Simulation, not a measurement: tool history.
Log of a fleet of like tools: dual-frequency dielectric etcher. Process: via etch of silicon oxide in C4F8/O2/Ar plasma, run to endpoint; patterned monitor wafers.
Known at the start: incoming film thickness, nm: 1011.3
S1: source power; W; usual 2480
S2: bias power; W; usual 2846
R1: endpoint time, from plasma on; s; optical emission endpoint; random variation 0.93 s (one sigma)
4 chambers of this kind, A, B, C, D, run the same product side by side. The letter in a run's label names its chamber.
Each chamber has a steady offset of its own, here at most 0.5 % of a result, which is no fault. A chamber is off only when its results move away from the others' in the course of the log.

run   hour    S1    S2      R1
 1D    8.6  2480  2846  165.40
 2B   21.0  2480  2846  164.74
 3A   32.4  2480  2846  165.46
      37.5  -- chamber B: wet clean of the chamber
 4C   43.5  2480  2846  165.24
 5D   49.3  2480  2846  164.74
 6A   61.1  2480  2846  163.48
 7B   73.5  2480  2846  165.21
 8C   82.8  2480  2846  168.18
 9D   92.7  2480  2846  165.83
10C  101.7  2480  2846  164.65
11B  108.0  2480  2846  165.33
12A  115.6  2480  2846  164.43
13D  127.8  2480  2846  165.78
14A  135.1  2480  2846  165.19
15B  146.0  2480  2846  165.87
16C  156.3  2480  2846  162.61
17B  167.4  2480  2846  166.14
18D  178.5  2480  2846  163.10
19A  187.9  2480  2846  164.76
20C  198.7  2480  2846  160.86
21C  211.5  2480  2846  158.99
22D  219.0  2480  3396  155.36
23B  230.6  2480  3396  157.10
24A  238.6  2480  3396  155.72

All 4 chambers run these settings next. Forecast each chamber's results:
25A  247.8  1890  2846   ?
25B  247.8  1890  2846   ?
25C  247.8  1890  2846   ?
25D  247.8  1890  2846   ?

run      R1
25A  184.99
25B  183.41
25C  176.29
25D  183.48
